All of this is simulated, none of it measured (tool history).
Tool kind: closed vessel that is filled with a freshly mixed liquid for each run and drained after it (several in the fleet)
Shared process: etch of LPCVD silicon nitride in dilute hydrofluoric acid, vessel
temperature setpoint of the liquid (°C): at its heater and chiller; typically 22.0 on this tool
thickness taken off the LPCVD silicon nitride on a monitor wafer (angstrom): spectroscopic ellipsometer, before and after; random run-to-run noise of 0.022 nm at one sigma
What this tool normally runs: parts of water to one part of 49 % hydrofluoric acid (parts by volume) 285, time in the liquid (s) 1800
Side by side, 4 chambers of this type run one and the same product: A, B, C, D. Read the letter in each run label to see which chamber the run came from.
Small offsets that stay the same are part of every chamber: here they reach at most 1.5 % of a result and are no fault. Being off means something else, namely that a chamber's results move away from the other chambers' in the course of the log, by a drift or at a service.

run   hour  temperature setpoint of the liquid (°C)  parts of water to one part of 49 % hydrofluoric acid (parts by volume)  time in the liquid (s)  hours since the thermometer was replaced  hours since the hydrofluoric acid flow meter was replaced  read-back film thickness of the LPCVD silicon nitride reference wafer, read on the same gauge (nm)  thickness taken off the LPCVD silicon nitride on a monitor wafer (angstrom)
 1C    3.3                                     22.0                                                                     285                    1800                                     996.5                                                       73.8                                                                                              40.048                                                                       30.269
 2D    8.2                                     22.0                                                                     285                    1800                                     611.8                                                      465.8                                                                                              39.993                                                                       29.908
 3A   12.2                                     22.0                                                                     285                    1800                                    1928.0                                                      895.5                                                                                              39.967                                                                       30.217
 4B   19.0                                     22.0                                                                     285                    1800                                    1561.3                                                      743.4                                                                                              40.009                                                                       30.422
 5B   24.6                                     22.0                                                                     285                    1800                                    1566.9                                                      749.0                                                                                              40.027                                                                       30.402
 6D   29.5                                     22.0                                                                     285                    1800                                     633.1                                                      487.1                                                                                              39.951                                                                       30.239
 7A   36.3                                     22.0                                                                     285                    1800                                    1952.1                                                      919.6                                                                                              40.020                                                                       30.531
      37.1  -- chamber A: thermometer replaced
 8C   39.4                                     22.0                                                                     285                    1800                                    1032.6                                                      109.9                                                                                              39.987                                                                       30.373
 9A   45.0                                     22.0                                                                     285                    1800                                       7.9                                                      928.3                                                                                              40.020                                                                       29.857
10B   51.8                                     22.0                                                                     285                    1800                                    1594.1                                                      776.2                                                                                              39.980                                                                       30.077
11C   55.4                                     22.0                                                                     285                    1800                                    1048.6                                                      125.9                                                                                              40.001                                                                       29.983
12D   58.4                                     18.0                                                                     350                    1800                                     662.0                                                      516.0                                                                                              39.998                                                                       19.270
13C   65.2                                     18.0                                                                     350                    1800                                    1058.4                                                      135.7                                                                                              39.947                                                                       18.825
14D   68.7                                     18.0                                                                     350                    1800                                     672.3                                                      526.3                                                                                              40.036                                                                       19.236
15B   72.8                                     18.0                                                                     350                    1800                                    1615.1                                                      797.2                                                                                              39.978                                                                       19.477
16A   77.0                                     22.0                                                                     285                    1800                                      39.9                                                      960.3                                                                                              39.972                                                                       29.595
      81.1  -- chamber D: thermometer replaced
17A   83.6                                     22.0                                                                     285                    1800                                      46.5                                                      966.9                                                                                              39.945                                                                       29.561
18C   87.1                                     22.0                                                                     285                    1800                                    1080.3                                                      157.6                                                                                              39.989                                                                       30.150
19B   91.6                                     22.0                                                                     285                    1800                                    1633.9                                                      816.0                                                                                              39.966                                                                       30.377
20D   95.0                                     25.5                                                                     410                    1800                                      14.0                                                      552.6                                                                                              39.989                                                                       25.960
21C   99.1                                     25.5                                                                     410                    1800                                    1092.3                                                      169.6                                                                                              39.990                                                                       25.790
22B  102.3                                     25.5                                                                     410                    1800                                    1644.6                                                      826.7                                                                                              39.993                                                                       26.290
23A  105.4                                     25.5                                                                     410                    1800                                      68.3                                                      988.7                                                                                              40.004                                                                       25.321
24D  109.9                                     22.0                                                                     285                    1800                                      28.9                                                      567.5                                                                                              39.972                                                                       30.043
25B  113.8                                     22.0                                                                     285                    1800                                    1656.1                                                      838.2                                                                                              39.981                                                                       30.187
26A  119.6                                     22.0                                                                     285                    1800                                      82.5                                                     1002.9                                                                                              39.988                                                                       29.214
27D  125.8                                     22.0                                                                     285                    1800                                      44.8                                                      583.4                                                                                              40.009                                                                       30.383
28C  131.6                                     22.0                                                                     285                    1800                                    1124.8                                                      202.1                                                                                              39.990                                                                       29.750
29D  135.0                                     22.0                                                                     285                    2265                                      54.0                                                      592.6                                                                                              40.003                                                                       37.875
30A  138.8                                     22.0                                                                     285                    2265                                     101.7                                                     1022.1                                                                                              39.993                                                                       36.412
31C  144.7                                     22.0                                                                     285                    2265                                    1137.9                                                      215.2                                                                                              40.014                                                                       38.046
32B  150.8                                     22.0                                                                     285                    2265                                    1693.1                                                      875.2                                                                                              39.998                                                                       38.190
33D  154.0                                     22.0                                                                     285                    1800                                      73.0                                                      611.6                                                                                              40.018                                                                       30.564
34B  160.1                                     25.5                                                                     285                    1800                                    1702.4                                                      884.5                                                                                              39.984                                                                       36.915
35A  163.6                                     25.5                                                                     285                    1800                                     126.5                                                     1046.9                                                                                              39.963                                                                       35.546
36C  167.0                                     25.5                                                                     285                    1800                                    1160.2                                                      237.5                                                                                              40.020                                                                       37.444
37B  172.2                                     25.5                                                                     285                    1800                                    1714.5                                                      896.6                                                                                              40.022                                                                       37.702

Decide between three cases: one chamber stands off from its peers, the gauge reading all wafers drifts, or nothing is wrong past each chamber's small offset. Where a chamber is off, say which and what most likely put it there.

Little by little, chamber A moves away from the other chambers.
Likeliest cause: hydrofluoric acid flow below the setpoint (%) = 6.15.
The log may not separate it from: liquid colder than its thermometer reads (K).

Below are 4 candidate recipes for chamber A's next run, each the usual settings with a change, their results shown as question marks. Which of them brings A's results back in line with what the other chambers give on the usual settings?
In-line tolerance around the mean of the other chambers on the usual settings: thickness taken off the LPCVD silicon nitride on a monitor wafer (angstrom) 0.770
38A-1  177.1                                     22.0                                                                     285                    1770                                                                                                                                                                                                                                                                                     ?
38A-2  177.1                                     22.0                                                                     285                    1815                                                                                                                                                                                                                                                                                     ?
38A-3  177.1                                     22.0                                                                     280                    1865                                                                                                                                                                                                                                                                                     ?
38A-4  177.1                                     21.0                                                                     285                    1800                                                                                                                                                                                                                                                                                     ?

On the usual settings, the other chambers give on average: thickness taken off the LPCVD silicon nitride on a monitor wafer (angstrom) 30.195
  run  thickness taken off the LPCVD silicon nitride on a monitor wafer (angstrom)
38A-1                                                                       28.000
38A-2                                                                       28.712
38A-3                                                                       30.023
38A-4                                                                       26.716
The right change is 38A-3: it brings the chamber back within the allowed miss of the others.
